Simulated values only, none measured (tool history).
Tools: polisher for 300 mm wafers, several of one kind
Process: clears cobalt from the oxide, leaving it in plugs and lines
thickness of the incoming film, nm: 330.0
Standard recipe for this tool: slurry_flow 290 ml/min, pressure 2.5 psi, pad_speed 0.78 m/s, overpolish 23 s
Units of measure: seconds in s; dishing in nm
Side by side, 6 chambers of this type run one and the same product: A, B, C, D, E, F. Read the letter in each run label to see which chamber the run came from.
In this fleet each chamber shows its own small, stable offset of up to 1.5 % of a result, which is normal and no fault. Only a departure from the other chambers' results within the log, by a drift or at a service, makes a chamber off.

At hour 5.7: chamber E: worn pad replaced by a new one.
Run 1B, hour 11.5: usual settings. Result: seconds 61.399 s, dishing 53.209 nm.
Run 2A, hour 23.1: usual settings. Result: seconds 61.649 s, dishing 55.503 nm.
At hour 26.6: chamber F: worn pad replaced by a new one.
Run 3D, hour 32.3: usual settings. Result: seconds 59.944 s, dishing 54.248 nm.
Run 4F, hour 38.9: usual settings. Result: seconds 62.071 s, dishing 55.068 nm.
Run 5C, hour 48.6: usual settings. Result: seconds 61.979 s, dishing 54.547 nm.
Run 6E, hour 59.9: usual settings. Result: seconds 62.939 s, dishing 53.520 nm.
At hour 70.1: chamber C: worn pad replaced by a new one.
Run 7B, hour 71.2: usual settings. Result: seconds 59.713 s, dishing 55.788 nm.
At hour 74.0: chamber D: worn pad replaced by a new one.
At hour 79.6: chamber A: worn pad replaced by a new one.
Run 8D, hour 84.1: usual settings. Result: seconds 62.271 s, dishing 53.915 nm.
Run 9F, hour 93.7: usual settings. Result: seconds 61.554 s, dishing 54.076 nm.
At hour 95.6: chamber E: worn pad replaced by a new one.
Run 10A, hour 103.1: usual settings. Result: seconds 61.820 s, dishing 56.926 nm.
At hour 113.2: chamber F: head pressure recalibrated.
Run 11C, hour 114.9: usual settings. Result: seconds 61.010 s, dishing 53.329 nm.
Run 12E, hour 122.8: usual settings. Result: seconds 62.109 s, dishing 54.349 nm.
At hour 127.3: chamber B: slurry nozzle cleaned.
Run 13E, hour 131.5: usual settings but pressure 1.8 psi. Result: seconds 86.771 s, dishing 48.160 nm.
At hour 144.7: chamber F: worn pad replaced by a new one.
At hour 145.9: chamber D: slurry nozzle cleaned.
Run 14C, hour 145.9: usual settings but pressure 1.8 psi. Result: seconds 87.489 s, dishing 47.102 nm.
Run 15F, hour 159.9: usual settings but pressure 1.8 psi. Result: seconds 85.643 s, dishing 47.665 nm.
Run 16D, hour 170.7: usual settings but pressure 1.8 psi. Result: seconds 84.154 s, dishing 48.529 nm.
At hour 180.3: chamber C: worn pad replaced by a new one.
Run 17A, hour 185.2: usual settings but pressure 1.8 psi. Result: seconds 86.137 s, dishing 48.308 nm.
At hour 192.6: chamber A: worn pad replaced by a new one.
Run 18B, hour 194.2: usual settings but pressure 1.8 psi. Result: seconds 89.408 s, dishing 47.549 nm.
At hour 195.9: chamber E: worn pad replaced by a new one.
Run 19E, hour 209.3: usual settings but pad_speed 0.68 m/s, overpolish 10 s. Result: seconds 70.212 s, dishing 32.245 nm.
Run 20A, hour 224.4: usual settings but pad_speed 0.68 m/s, overpolish 10 s. Result: seconds 71.339 s, dishing 33.712 nm.
Run 21C, hour 235.9: usual settings but pad_speed 0.68 m/s, overpolish 10 s. Result: seconds 68.951 s, dishing 33.149 nm.
At hour 246.0: chamber F: slurry nozzle cleaned.
Run 22B, hour 250.7: usual settings but pad_speed 0.68 m/s, overpolish 10 s. Result: seconds 74.233 s, dishing 31.683 nm.
At hour 252.3: chamber D: worn pad replaced by a new one.
Run 23F, hour 260.4: usual settings but pad_speed 0.68 m/s, overpolish 10 s. Result: seconds 70.723 s, dishing 33.225 nm.
At hour 262.1: chamber F: worn pad replaced by a new one.
At hour 263.8: chamber C: worn pad replaced by a new one.
Run 24D, hour 270.4: usual settings but pad_speed 0.68 m/s, overpolish 10 s. Result: seconds 71.112 s, dishing 32.300 nm.
Run 25C, hour 280.9: usual settings. Result: seconds 64.334 s, dishing 54.004 nm.
At hour 283.6: chamber E: worn pad replaced by a new one.
Run 26A, hour 289.3: usual settings. Result: seconds 61.623 s, dishing 54.554 nm.
At hour 290.5: chamber A: worn pad replaced by a new one.
Run 27B, hour 302.2: usual settings. Result: seconds 67.322 s, dishing 52.394 nm.
At hour 304.2: chamber E: head pressure recalibrated.
Run 28D, hour 315.8: usual settings. Result: seconds 63.101 s, dishing 54.896 nm.
At hour 321.9: chamber A: slurry nozzle cleaned.
Run 29E, hour 322.8: usual settings. Result: seconds 62.716 s, dishing 53.637 nm.
Run 30F, hour 331.0: usual settings. Result: seconds 63.369 s, dishing 55.740 nm.
Run 31D, hour 337.8: usual settings but pressure 1.9 psi, pad_speed 0.64 m/s. Result: seconds 99.783 s, dishing 45.048 nm.
Run 32F, hour 346.6: usual settings but pressure 1.9 psi, pad_speed 0.64 m/s. Result: seconds 101.400 s, dishing 44.749 nm.
Run 33A, hour 357.0: usual settings but pressure 1.9 psi, pad_speed 0.64 m/s. Result: seconds 95.904 s, dishing 44.321 nm.
At hour 366.2: chamber D: head pressure recalibrated.
Run 34B, hour 368.5: usual settings but pressure 1.9 psi, pad_speed 0.64 m/s. Result: seconds 112.420 s, dishing 42.563 nm.
At hour 373.2: chamber E: worn pad replaced by a new one.
At hour 375.6: chamber C: worn pad replaced by a new one.
Run 35C, hour 378.1: usual settings but pressure 1.9 psi, pad_speed 0.64 m/s. Result: seconds 99.078 s, dishing 43.826 nm.
Run 36E, hour 385.3: usual settings but pressure 1.9 psi, pad_speed 0.64 m/s. Result: seconds 97.569 s, dishing 44.517 nm.
Run 37E, hour 392.4: usual settings. Result: seconds 61.471 s, dishing 55.335 nm.
Run 38D, hour 399.7: usual settings. Result: seconds 59.091 s, dishing 54.982 nm.
Run 39B, hour 410.6: usual settings. Result: seconds 69.356 s, dishing 52.705 nm.

What goes on in this fleet: one chamber off, a drifting gauge, or nothing beyond the chambers' own small offsets? Name the chamber and the cause, if any.

Little by little, chamber B moves away from the other chambers.
Most likely cause: removal rate lost through wear of the pad, % = 12.5.
From this log alone, it may not be told apart from: head's pressure below its setpoint, %.

Which of the 4 candidates below, each the usual settings with something changed and its results left as question marks, puts chamber B back in line with what the other chambers give on the usual settings?
Counts as in line when no further than this from what the other chambers average on the usual settings: seconds 4.000 s; dishing 2.800 nm
Run 40B-1, hour 421.6: usual settings but slurry_flow 285 ml/min, pressure 2.2 psi, pad_speed 0.68 m/s, overpolish 24 s. Result: seconds ?, dishing ?.
Run 40B-2, hour 421.6: usual settings but slurry_flow 295 ml/min, pressure 2.8 psi, pad_speed 0.88 m/s. Result: seconds ?, dishing ?.
Run 40B-3, hour 421.6: usual settings but pressure 2.3 psi, pad_speed 0.74 m/s, overpolish 24 s. Result: seconds ?, dishing ?.
Run 40B-4, hour 421.6: usual settings but pressure 2.7 psi, pad_speed 0.84 m/s. Result: seconds ?, dishing ?.

Average result of the remaining chambers running the usual settings: seconds 62.058 s; dishing 54.396 nm
  run  seconds  dishing
40B-1   92.737   47.703
40B-2   55.998   56.843
40B-3   81.360   50.584
40B-4   60.950   55.403
40B-4 brings the chamber back in line.
